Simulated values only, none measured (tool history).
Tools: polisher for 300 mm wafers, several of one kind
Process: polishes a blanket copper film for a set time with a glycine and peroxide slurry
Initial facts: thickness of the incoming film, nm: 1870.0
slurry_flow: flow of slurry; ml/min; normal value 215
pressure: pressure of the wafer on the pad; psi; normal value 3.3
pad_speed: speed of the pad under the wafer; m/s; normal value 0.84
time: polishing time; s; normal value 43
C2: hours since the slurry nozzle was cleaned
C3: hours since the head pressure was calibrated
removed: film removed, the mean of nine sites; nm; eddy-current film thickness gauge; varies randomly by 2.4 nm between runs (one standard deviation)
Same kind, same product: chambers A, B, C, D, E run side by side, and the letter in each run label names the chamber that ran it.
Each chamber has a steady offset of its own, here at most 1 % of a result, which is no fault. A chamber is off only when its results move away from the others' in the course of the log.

Run 1A, hour 9.6: usual settings; wafers polished on this pad 428; C2 121.2; C3 678.9. Result: removed 253.43 nm.
Run 2B, hour 19.4: usual settings; wafers polished on this pad 775; C2 639.3; C3 937. Result: removed 259.98 nm.
Run 3E, hour 25.9: usual settings; wafers polished on this pad 357; C2 598.6; C3 588.7. Result: removed 255.69 nm.
Run 4C, hour 39.4: usual settings; wafers polished on this pad 779; C2 100.1; C3 503.4. Result: removed 255.06 nm.
At hour 39.9: chamber A: worn pad replaced by a new one.
Run 5D, hour 50.3: usual settings but pressure 2.1 psi, time 29 s; wafers polished on this pad 955; C2 561.5; C3 250.3. Result: removed 121.8 nm.
Run 6D, hour 61.5: usual settings but pressure 2.1 psi, time 29 s; wafers polished on this pad 1074; C2 572.7; C3 261.5. Result: removed 121.86 nm.
At hour 63.9: chamber B: worn pad replaced by a new one.
At hour 64.1: chamber B: slurry nozzle cleaned.
At hour 64.9: chamber C: worn pad replaced by a new one.
Run 7A, hour 75.6: usual settings but pressure 2.1 psi, time 29 s; wafers polished on this pad 378; C2 187.2; C3 744.9. Result: removed 120.76 nm.
At hour 76: chamber D: worn pad replaced by a new one.
Run 8C, hour 89.3: usual settings but pressure 2.1 psi, time 29 s; wafers polished on this pad 259; C2 150; C3 553.3. Result: removed 118.32 nm.
At hour 89.8: chamber A: head pressure recalibrated.
Run 9E, hour 103.2: usual settings but pressure 2.1 psi, time 29 s; wafers polished on this pad 1177; C2 675.9; C3 666. Result: removed 120.54 nm.
At hour 106.7: chamber A: worn pad replaced by a new one.
At hour 110.3: chamber E: worn pad replaced by a new one.
Run 10B, hour 114.2: usual settings; wafers polished on this pad 533; C2 50.2; C3 1031.8. Result: removed 257.76 nm.
Run 11A, hour 121.6: usual settings but pressure 2.7 psi, time 38 s; wafers polished on this pad 158; C2 233.2; C3 31.9. Result: removed 193.71 nm.
Run 12C, hour 128.8: usual settings but pressure 2.7 psi, time 38 s; wafers polished on this pad 678; C2 189.5; C3 592.8. Result: removed 193 nm.
At hour 137.4: chamber B: head pressure recalibrated.
Run 13D, hour 143.2: usual settings but pressure 2.7 psi, time 38 s; wafers polished on this pad 713; C2 654.4; C3 343.2. Result: removed 191.81 nm.
At hour 152.5: chamber D: slurry nozzle cleaned.
Run 14B, hour 154.2: usual settings but pressure 2.7 psi, time 38 s; wafers polished on this pad 958; C2 90.2; C3 16.8. Result: removed 193.06 nm.
At hour 155.4: chamber C: worn pad replaced by a new one.
Run 15E, hour 167.4: usual settings but pressure 2.7 psi, time 38 s; wafers polished on this pad 606; C2 740.1; C3 730.2. Result: removed 193.47 nm.
Run 16E, hour 178.5: usual settings; wafers polished on this pad 724; C2 751.2; C3 741.3. Result: removed 254.69 nm.
At hour 179.4: chamber A: worn pad replaced by a new one.
At hour 183.4: chamber E: head pressure recalibrated.
Run 17C, hour 185.2: usual settings but pressure 2.9 psi, time 48 s; wafers polished on this pad 316; C2 245.9; C3 649.2. Result: removed 246.77 nm.
Run 18A, hour 195.9: usual settings but pressure 2.9 psi, time 48 s; wafers polished on this pad 176; C2 307.5; C3 106.2. Result: removed 253.15 nm.
At hour 196.3: chamber D: worn pad replaced by a new one.
At hour 197.2: chamber E: slurry nozzle cleaned.
At hour 200.4: chamber B: worn pad replaced by a new one.
Run 19B, hour 208: usual settings but pressure 2.9 psi, time 48 s; wafers polished on this pad 81; C2 144; C3 70.6. Result: removed 258.26 nm.
Run 20D, hour 221.2: usual settings but pressure 2.9 psi, time 48 s; wafers polished on this pad 264; C2 68.8; C3 421.2. Result: removed 258.7 nm.
Run 21E, hour 235.3: usual settings but pressure 2.9 psi, time 48 s; wafers polished on this pad 1326; C2 38.1; C3 52. Result: removed 255.59 nm.
Run 22C, hour 244.8: usual settings; wafers polished on this pad 948; C2 305.5; C3 708.8. Result: removed 243.75 nm.
At hour 247.4: chamber C: worn pad replaced by a new one.
At hour 256.9: chamber A: worn pad replaced by a new one.
Run 23D, hour 257.2: usual settings; wafers polished on this pad 646; C2 104.8; C3 457.2. Result: removed 256.73 nm.
At hour 258.7: chamber E: worn pad replaced by a new one.
Run 24B, hour 271.7: usual settings; wafers polished on this pad 756; C2 207.7; C3 134.3. Result: removed 256.78 nm.
At hour 273.9: chamber D: head pressure recalibrated.
Run 25A, hour 285.9: usual settings; wafers polished on this pad 308; C2 397.5; C3 196.2. Result: removed 253.43 nm.
Run 26D, hour 298.1: usual settings; wafers polished on this pad 1080; C2 145.7; C3 24.3. Result: removed 262.98 nm.
Run 27A, hour 310.5: usual settings; wafers polished on this pad 569; C2 422.1; C3 220.8. Result: removed 255.67 nm.
At hour 319.3: chamber B: worn pad replaced by a new one.
Run 28B, hour 325: usual settings; wafers polished on this pad 61; C2 261; C3 187.6. Result: removed 259.98 nm.
Run 29E, hour 331.7: usual settings; wafers polished on this pad 775; C2 134.5; C3 148.4. Result: removed 254.87 nm.
Run 30C, hour 338.7: usual settings; wafers polished on this pad 969; C2 399.4; C3 802.7. Result: removed 236.67 nm.

Next, every chamber runs the same settings. What will each give?
Run 31A, hour 349.1: usual settings but slurry_flow 255 ml/min. Result: removed ?.
Run 31B, hour 349.1: usual settings but slurry_flow 255 ml/min. Result: removed ?.
Run 31C, hour 349.1: usual settings but slurry_flow 255 ml/min. Result: removed ?.
Run 31D, hour 349.1: usual settings but slurry_flow 255 ml/min. Result: removed ?.
Run 31E, hour 349.1: usual settings but slurry_flow 255 ml/min. Result: removed ?.

run  removed
31A   257.42
31B   263.58
31C   233.67
31D   261.46
31E   265.93
